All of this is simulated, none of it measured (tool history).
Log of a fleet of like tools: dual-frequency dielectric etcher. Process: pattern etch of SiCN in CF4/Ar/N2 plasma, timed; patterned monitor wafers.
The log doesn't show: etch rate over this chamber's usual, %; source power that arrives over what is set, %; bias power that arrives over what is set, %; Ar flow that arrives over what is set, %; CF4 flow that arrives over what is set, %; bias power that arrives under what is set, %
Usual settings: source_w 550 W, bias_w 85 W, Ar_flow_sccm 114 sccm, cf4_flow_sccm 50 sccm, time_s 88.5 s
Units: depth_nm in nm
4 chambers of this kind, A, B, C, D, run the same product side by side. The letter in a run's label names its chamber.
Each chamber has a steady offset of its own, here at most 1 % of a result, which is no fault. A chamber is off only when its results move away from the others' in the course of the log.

run    day  source_w  bias_w  Ar_flow_sccm  cf4_flow_sccm  time_s  hours since the last wet clean  hours since the last source power generator calibration  hours since the last bias power generator calibration  hours since the last Ar flow controller change  hours since the last CF4 flow controller change  read-back reference wafer on the same gauge, depth_nm  depth_nm
 1C  0.429       550      85           114             50    88.5                             173                                                     4497                                                 3033.8                                          1629.3                                            382.3                                                 84.731    90.355
 2B  0.704       550      85           114             50    88.5                           395.1                                                    735.1                                                 1770.9                                          3188.5                                            852.5                                                 84.815      89.7
     0.933  -- chamber A: wet clean of the chamber
 3A  0.975       550      85           114             50    88.5                             1.1                                                   2963.5                                                  446.9                                          2103.6                                           1051.2                                                 84.758    90.255
 4D  1.342       550      85           114             50    88.5                           326.9                                                    805.1                                                 2097.5                                          2594.6                                           1236.2                                                 84.801    88.858
 5A  1.629       550      85           114             50    88.5                            16.8                                                   2979.2                                                  462.6                                          2119.3                                           1066.9                                                  84.85    89.884
 6C  1.854       550      85           114             50    88.5                           207.2                                                   4531.2                                                   3068                                          1663.5                                            416.5                                                 84.784    89.755
 7D  2.262       550      85           114             50    88.5                             349                                                    827.2                                                 2119.6                                          2616.7                                           1258.3                                                 84.717    89.322
     2.288  -- chamber B: wet clean of the chamber
 8B  2.533       550      85           126             50    88.5                               6                                                      779                                                 1814.8                                          3232.4                                            896.4                                                 84.794    88.618
 9D  2.892       550      85           126             50    88.5                           364.1                                                    842.3                                                 2134.7                                          2631.8                                           1273.4                                                 84.813    87.623
10A  3.358       550      85           126             50    88.5                            58.3                                                   3020.7                                                  504.1                                          2160.8                                           1108.4                                                  84.82    88.489
11C  3.604       550      85           126             50    88.5                           249.2                                                   4573.2                                                   3110                                          1705.5                                            458.5                                                 84.798     89.48
12B  4.054       550      85           114             54    69.5                            42.5                                                    815.5                                                 1851.3                                          3268.9                                            932.9                                                 84.803    71.774
13A  4.483       550      85           114             54    69.5                            85.3                                                   3047.7                                                  531.1                                          2187.8                                           1135.4                                                 84.871    71.464
14C  4.921       550      85           114             54    69.5                           280.8                                                   4604.8                                                 3141.6                                          1737.1                                            490.1                                                  84.79    72.358
15D    5.3       550      85           114             54    69.5                           421.9                                                    900.1                                                 2192.5                                          2689.6                                           1331.2                                                 84.688    70.773
16B  5.517       420      67           114             50    88.5                            77.6                                                    850.6                                                 1886.4                                            3304                                              968                                                 84.811    65.327
17B  5.804       420      67           114             50    88.5                            84.5                                                    857.5                                                 1893.3                                          3310.9                                            974.9                                                 84.828    65.055
18A  6.288       420      67           114             50    88.5                           128.6                                                     3091                                                  574.4                                          2231.1                                           1178.7                                                 84.792    65.135
19C  6.596       420      67           114             50    88.5                             321                                                     4645                                                 3181.8                                          1777.3                                            530.3                                                 84.792    67.238
     6.654  -- chamber D: wet clean of the chamber
20D  6.846       550      85           114             50    88.5                             4.6                                                    937.2                                                 2229.6                                          2726.7                                           1368.3                                                 84.848    88.834
21D  7.196       550      85           114             50    88.5                              13                                                    945.6                                                   2238                                          2735.1                                           1376.7                                                 84.848    88.877
22B  7.604       550      85           114             50    88.5                           127.7                                                    900.7                                                 1936.5                                          3354.1                                           1018.1                                                 84.741    89.968
23A  8.075       550      85           114             50    88.5                           171.5                                                   3133.9                                                  617.3                                            2274                                           1221.6                                                 84.835     89.69
24C  8.396       550      85           114             50    88.5                           364.2                                                   4688.2                                                   3225                                          1820.5                                            573.5                                                 84.885    93.513

All 4 chambers run these settings next. Forecast each chamber's results:
25A  8.746       550      85           114             50    88.5                                                                                                                                                                                                                                                                                                                 ?
25B  8.746       550      85           114             50    88.5                                                                                                                                                                                                                                                                                                                 ?
25C  8.746       550      85           114             50    88.5                                                                                                                                                                                                                                                                                                                 ?
25D  8.746       550      85           114             50    88.5                                                                                                                                                                                                                                                                                                                 ?

run  depth_nm
25A    89.665
25B    90.247
25C    94.192
25D    89.693
